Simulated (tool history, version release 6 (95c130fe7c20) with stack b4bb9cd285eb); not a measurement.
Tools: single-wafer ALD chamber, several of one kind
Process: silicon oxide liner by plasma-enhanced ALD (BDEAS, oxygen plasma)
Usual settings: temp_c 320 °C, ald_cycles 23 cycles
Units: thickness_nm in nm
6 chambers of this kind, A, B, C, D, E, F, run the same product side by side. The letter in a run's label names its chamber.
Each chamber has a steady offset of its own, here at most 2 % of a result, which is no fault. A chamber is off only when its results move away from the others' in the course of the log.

run	hour	temp_c	ald_cycles	read-back reference wafer on the same gauge, thickness_nm	thickness_nm
1A	6.5	320	23	2.0108	2.0757
2C	17.7	320	23	2.0104	2.1058
3B	29	320	23	2.0105	2.1002
4F	39.5	320	23	2.0112	2.1019
5E	46.4	314	23	2.0116	2.1369
6D	56.5	314	23	2.0119	2.0792
7F	64.2	314	23	2.0111	2.1207
8D	75	314	23	2.0118	2.0718
9E	88.3	314	23	2.0124	2.1269
10C	95.1	314	23	2.0124	2.1172
11A	103.2	332	20	2.0129	1.7802
12B	111.5	332	20	2.0139	1.7947
13B	119.1	332	20	2.0128	1.802
14F	131	332	20	2.0135	1.8011
15E	143.6	332	20	2.014	1.8133
16D	150.1	332	20	2.0147	1.7615
17A	160.2	320	23	2.0154	2.079
18C	172	320	23	2.0143	2.101
19F	184.9	320	23	2.0158	2.1029
20D	195.5	333	26	2.0156	2.2905
21C	203.6	333	26	2.0161	2.3352
22A	216.8	333	26	2.0164	2.3063
23E	225.2	333	26	2.0171	2.3457
24B	234.8	333	26	2.0173	2.3352
25E	245.8	333	26	2.0169	2.3537
26F	259.3	320	23	2.0176	2.1034
27A	267.5	320	23	2.0172	2.0825
28B	279.8	320	23	2.018	2.106
29D	286.7	320	23	2.0179	2.0707
30C	296.8	310	20	2.019	1.8655
31C	309.3	310	20	2.0188	1.8571
32E	321.6	310	20	2.0189	1.8738
33D	334.5	310	20	2.0193	1.8275
34F	340.9	310	20	2.0201	1.8594
35B	348.4	310	20	2.0203	1.863
36A	359.8	320	23	2.0203	2.088
37C	371.6	320	23	2.0209	2.1198
38E	378.3	320	23	2.0206	2.124
39F	388.7	320	23	2.0212	2.1075
40D	396.4	320	23	2.0209	2.0705
41A	409.8	320	23	2.0216	2.0868
42B	420.6	320	23	2.022	2.1097
43A	432.5	320	23	2.0228	2.0872

What goes on in this fleet: one chamber off, a drifting gauge, or nothing beyond the chambers' own small offsets? Name the chamber and the cause, if any.

The gauge drifts, so all chambers seem to drift together. No chamber is off.
Cause: gauge reads high (%) = 0.637.
